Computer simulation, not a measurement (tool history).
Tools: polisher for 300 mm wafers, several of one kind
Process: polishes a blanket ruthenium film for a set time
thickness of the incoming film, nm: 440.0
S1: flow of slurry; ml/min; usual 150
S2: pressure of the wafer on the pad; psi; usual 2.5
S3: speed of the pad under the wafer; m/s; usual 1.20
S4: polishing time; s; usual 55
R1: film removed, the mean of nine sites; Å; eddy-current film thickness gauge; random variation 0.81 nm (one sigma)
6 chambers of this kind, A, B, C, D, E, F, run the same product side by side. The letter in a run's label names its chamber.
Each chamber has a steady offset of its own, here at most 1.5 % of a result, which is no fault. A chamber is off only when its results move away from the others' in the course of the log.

run,hour,S1,S2,S3,S4,R1
# hour 0.4: chamber B: worn pad replaced by a new one
# hour 5.3: chamber D: worn pad replaced by a new one
1B,10.8,150,2.5,1.20,55,823.07
2F,19.0,150,2.5,1.20,55,803.73
# hour 22.7: chamber F: worn pad replaced by a new one
3D,30.7,150,2.5,1.20,55,798.98
4C,42.9,150,2.5,1.20,55,819.81
# hour 45.8: chamber C: worn pad replaced by a new one
5A,53.4,150,2.5,1.20,55,817.26
6E,63.8,150,2.5,1.20,55,806.19
# hour 65.3: chamber D: slurry nozzle cleaned
# hour 73.1: chamber F: slurry nozzle cleaned
7C,73.8,150,2.5,1.20,55,833.35
8D,80.4,150,2.5,1.20,55,800.90
9B,86.6,150,2.5,1.20,55,821.94
# hour 87.3: chamber B: worn pad replaced by a new one
10F,95.1,150,2.5,1.20,55,815.26
11A,107.7,150,2.5,1.20,55,817.55
12E,114.2,150,2.5,1.20,55,811.74
# hour 122.9: chamber E: worn pad replaced by a new one
# hour 124.5: chamber B: slurry nozzle cleaned
13D,124.6,150,2.5,1.20,55,804.61
14A,135.5,150,2.5,1.20,55,818.68
15B,145.7,150,2.5,1.20,55,803.70
# hour 148.7: chamber A: worn pad replaced by a new one
16F,152.9,150,2.5,1.20,55,813.92
# hour 155.1: chamber C: worn pad replaced by a new one
# hour 157.6: chamber D: worn pad replaced by a new one
17E,159.6,150,2.5,1.20,55,811.73
# hour 164.9: chamber E: head pressure recalibrated
18C,168.9,150,2.5,1.20,55,810.16
# hour 172.8: chamber B: worn pad replaced by a new one
19E,180.7,150,2.5,1.20,55,825.80
20B,189.6,150,2.5,1.20,55,810.37
21D,195.3,150,2.5,1.20,55,797.04
# hour 200.9: chamber F: head pressure recalibrated
22C,204.2,150,2.5,0.84,55,588.41
23A,213.4,150,2.5,0.84,55,576.46
24F,220.6,150,2.5,0.84,55,579.43
25E,229.7,150,2.5,0.84,55,580.33
26A,237.2,150,2.5,0.84,55,564.09
27C,246.1,150,2.5,0.84,55,573.15
# hour 250.9: chamber F: worn pad replaced by a new one
28B,259.2,150,2.5,1.20,55,790.98
# hour 260.4: chamber B: worn pad replaced by a new one
# hour 261.9: chamber C: worn pad replaced by a new one
29D,266.1,150,2.5,1.20,55,818.31
30F,273.4,150,2.5,1.20,55,803.79
31B,279.3,150,2.8,1.20,43,716.02
32C,290.6,150,2.8,1.20,43,732.01
33A,297.1,150,2.8,1.20,43,725.39
# hour 300.7: chamber E: worn pad replaced by a new one
# hour 303.4: chamber D: worn pad replaced by a new one
34F,306.4,150,2.8,1.20,43,703.50
35E,316.3,150,2.8,1.20,43,708.53
36D,324.8,150,2.8,1.20,43,716.18
37D,334.0,150,2.5,1.20,55,812.29
38F,342.6,170,2.5,1.20,55,832.17
39B,350.7,170,2.5,1.20,55,830.54
40C,357.5,170,2.5,1.20,55,842.33

Is one chamber off against the others, does the gauge drift, or is nothing wrong? If a chamber is off, say which, and what the likeliest cause is.

No chamber stands off beyond its own small offset, and the gauge holds steady.

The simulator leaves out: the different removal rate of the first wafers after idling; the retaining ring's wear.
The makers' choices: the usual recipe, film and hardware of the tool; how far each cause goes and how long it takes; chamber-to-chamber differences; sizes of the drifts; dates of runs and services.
